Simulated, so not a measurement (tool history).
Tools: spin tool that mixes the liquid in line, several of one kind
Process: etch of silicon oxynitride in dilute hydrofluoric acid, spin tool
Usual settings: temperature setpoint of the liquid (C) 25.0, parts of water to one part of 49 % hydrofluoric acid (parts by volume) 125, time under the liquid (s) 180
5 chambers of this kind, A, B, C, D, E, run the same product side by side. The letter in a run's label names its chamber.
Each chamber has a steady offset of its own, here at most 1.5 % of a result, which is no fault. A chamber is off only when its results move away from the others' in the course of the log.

run,hour,temperature setpoint of the liquid (C),parts of water to one part of 49 % hydrofluoric acid (parts by volume),time under the liquid (s),hours since the thermometer was replaced,hours since the hydrofluoric acid flow meter was replaced,"read-back film thickness of the silicon oxynitride reference wafer, read on the same gauge (nm)",thickness taken off the silicon oxynitride on a monitor wafer (angstrom)
1B,6.6,25.0,125,180,345.7,1489.9,50.018,33.727
# hour 8.9: chamber C: thermometer replaced
2C,17.1,25.0,125,180,8.3,2108.1,49.978,33.068
3E,27.4,25.0,125,180,1341.1,677.2,50.040,33.664
4D,35.5,25.0,125,180,296.2,307.7,49.995,33.017
5A,45.5,25.0,125,180,387.2,1643.8,50.015,33.634
6A,55.2,25.0,125,180,396.9,1653.5,50.016,34.125
7E,65.3,25.0,125,180,1379.0,715.1,50.007,34.279
8D,71.2,25.0,125,180,331.9,343.4,50.020,33.597
9C,79.9,25.0,125,180,71.1,2170.9,49.969,32.609
10B,86.2,25.0,125,180,425.3,1569.5,50.010,33.500
11E,92.2,25.0,125,145,1405.9,742.0,50.023,27.556
12C,100.3,25.0,125,145,91.5,2191.3,49.990,27.201
13B,105.1,25.0,125,145,444.2,1588.4,50.029,27.595
14A,113.0,25.0,125,145,454.7,1711.3,50.024,26.164
15D,119.8,25.0,125,145,380.5,392.0,50.014,27.026
16C,129.7,25.0,125,180,120.9,2220.7,50.016,33.441
17B,139.7,25.0,125,180,478.8,1623.0,50.045,33.809
18E,144.4,25.0,125,180,1458.1,794.2,49.992,34.406
19D,149.2,25.0,125,180,409.9,421.4,49.979,33.321
20A,156.7,25.0,125,180,498.4,1755.0,50.022,32.756
21D,167.0,25.0,70,180,427.7,439.2,49.996,63.723
22B,173.2,25.0,70,180,512.3,1656.5,50.010,63.361
23A,178.2,25.0,70,180,519.9,1776.5,50.029,60.063
24C,186.3,25.0,70,180,177.5,2277.3,50.028,61.832
25E,191.1,25.0,70,180,1504.8,840.9,50.016,63.756
# hour 193.8: chamber B: hydrofluoric acid flow meter replaced
26B,198.0,25.0,125,180,537.1,4.3,49.971,33.872
27A,207.7,25.0,125,180,549.4,1806.0,50.009,31.442
# hour 212.5: chamber D: thermometer replaced
28E,218.0,25.0,125,180,1531.7,867.8,50.022,33.579
29C,227.9,25.0,125,180,219.1,2318.9,50.031,33.138
30D,233.7,25.0,125,180,21.2,505.9,49.987,34.108
31C,244.0,23.5,125,180,235.2,2335.0,49.995,31.511
# hour 253.0: chamber B: thermometer replaced
32B,253.5,23.5,125,180,0.5,59.8,50.044,31.805
33E,263.6,23.5,125,180,1577.3,913.4,50.009,32.161
34A,273.8,23.5,125,180,615.5,1872.1,50.066,28.687
35D,283.8,23.5,125,180,71.3,556.0,49.960,31.040

Next, every chamber runs the same settings. What will each give?
36A,291.4,25.0,95,180,,,,?
36B,291.4,25.0,95,180,,,,?
36C,291.4,25.0,95,180,,,,?
36D,291.4,25.0,95,180,,,,?
36E,291.4,25.0,95,180,,,,?

run,thickness taken off the silicon oxynitride on a monitor wafer (angstrom)
36A,41.424
36B,45.603
36C,44.832
36D,45.744
36E,46.390

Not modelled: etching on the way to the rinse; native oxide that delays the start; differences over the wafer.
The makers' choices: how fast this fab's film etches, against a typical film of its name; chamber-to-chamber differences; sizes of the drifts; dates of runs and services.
